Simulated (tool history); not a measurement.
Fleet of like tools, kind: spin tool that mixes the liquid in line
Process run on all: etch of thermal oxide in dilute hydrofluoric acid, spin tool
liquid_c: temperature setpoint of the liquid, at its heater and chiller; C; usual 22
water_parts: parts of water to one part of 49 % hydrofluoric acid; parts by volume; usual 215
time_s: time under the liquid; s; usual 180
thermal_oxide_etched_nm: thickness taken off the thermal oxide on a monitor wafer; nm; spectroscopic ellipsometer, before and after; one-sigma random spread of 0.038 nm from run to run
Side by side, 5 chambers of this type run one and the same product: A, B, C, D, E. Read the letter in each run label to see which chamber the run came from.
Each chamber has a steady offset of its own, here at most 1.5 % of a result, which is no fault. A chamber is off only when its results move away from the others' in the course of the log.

run,day,liquid_c,water_parts,time_s,hours since the thermometer was replaced,hours since the hydrofluoric acid flow meter was replaced,"read-back film thickness of the thermal oxide reference wafer, read on the same gauge (nm)",thermal_oxide_etched_nm
1A,0.108,22,215,180,2386.9,691.8,69.977,3.2395
2E,0.250,22,215,180,524.9,304.9,70.031,3.2240
3C,0.342,22,215,180,329.1,402.6,70.002,3.1943
4D,0.462,22,215,180,109.0,174.0,69.996,3.1736
5B,0.633,22,255,180,521.1,649.2,70.000,2.5730
6E,0.767,22,255,180,537.3,317.3,69.970,2.6098
7C,0.854,22,255,180,341.4,414.9,70.018,2.5510
8B,1.054,22,255,180,531.2,659.3,70.033,2.5621
9D,1.242,22,255,180,127.7,192.7,70.017,2.6060
10A,1.367,22,215,180,2417.1,722.0,69.986,3.1692
11A,1.550,22,215,180,2421.5,726.4,69.997,3.2284
12B,1.675,22,215,180,546.1,674.2,69.980,3.1247
13E,1.775,22,215,180,561.5,341.5,69.989,3.1430
14C,1.883,22,215,180,366.1,439.6,70.015,3.1487
15D,1.979,22,300,140,145.4,210.4,69.974,1.6056
16A,2.175,22,300,140,2436.5,741.4,69.993,1.6206
17E,2.308,22,300,140,574.3,354.3,70.022,1.6220
18C,2.396,22,300,140,378.4,451.9,70.003,1.6365
19B,2.571,22,300,140,567.6,695.7,70.013,1.5393
20D,2.717,22,215,180,163.1,228.1,69.987,3.2115
21E,2.904,22,215,180,588.6,368.6,70.003,3.1979
22B,3.017,22,215,180,578.3,706.4,69.986,3.0408
23A,3.125,22,215,180,2459.3,764.2,70.008,3.2204
24D,3.238,22,215,180,175.6,240.6,69.983,3.1413
25C,3.433,22,215,180,403.3,476.8,70.020,3.2258
26E,3.533,22,255,180,603.7,383.7,70.005,2.5565
27D,3.675,22,255,180,186.1,251.1,70.011,2.5766
28B,3.812,22,255,180,597.4,725.5,70.023,2.3425
29C,3.996,22,255,180,416.8,490.3,69.980,2.5549
30A,4.175,22,255,180,2484.5,789.4,69.980,2.5821
31A,4.342,25,285,180,2488.5,793.4,70.023,2.5233
32C,4.492,25,285,180,428.7,502.2,69.989,2.4986

Is one chamber out of step, is the gauge drifting, or do the chambers differ by no more than their own small offsets? For an off chamber, give its letter and the likeliest cause.

Little by little, chamber B moves away from the other chambers.
Most likely cause: hydrofluoric acid flow below the setpoint (%) = 9.19.
Not necessarily distinguishable in this log from: liquid colder than its thermometer reads (K).

Below are 4 candidate recipes for chamber B's next run, each the usual settings with a change, their results shown as question marks. Which of them brings B's results back in line with what the other chambers give on the usual settings?
In line means no further than this from the other chambers' mean on the usual settings: thermal_oxide_etched_nm 0.1300 nm
33B-1,4.633,22.0,210,185,,,,?
33B-2,4.633,22.0,240,180,,,,?
33B-3,4.633,22.5,215,200,,,,?
33B-4,4.633,22.0,220,175,,,,?

What the other chambers average on the usual settings: thermal_oxide_etched_nm 3.1742 nm
run,thermal_oxide_etched_nm
33B-1,2.9748
33B-2,2.4479
33B-3,3.1813
33B-4,2.6555
33B-3 is the one that brings the chamber's results back in line with the other chambers.

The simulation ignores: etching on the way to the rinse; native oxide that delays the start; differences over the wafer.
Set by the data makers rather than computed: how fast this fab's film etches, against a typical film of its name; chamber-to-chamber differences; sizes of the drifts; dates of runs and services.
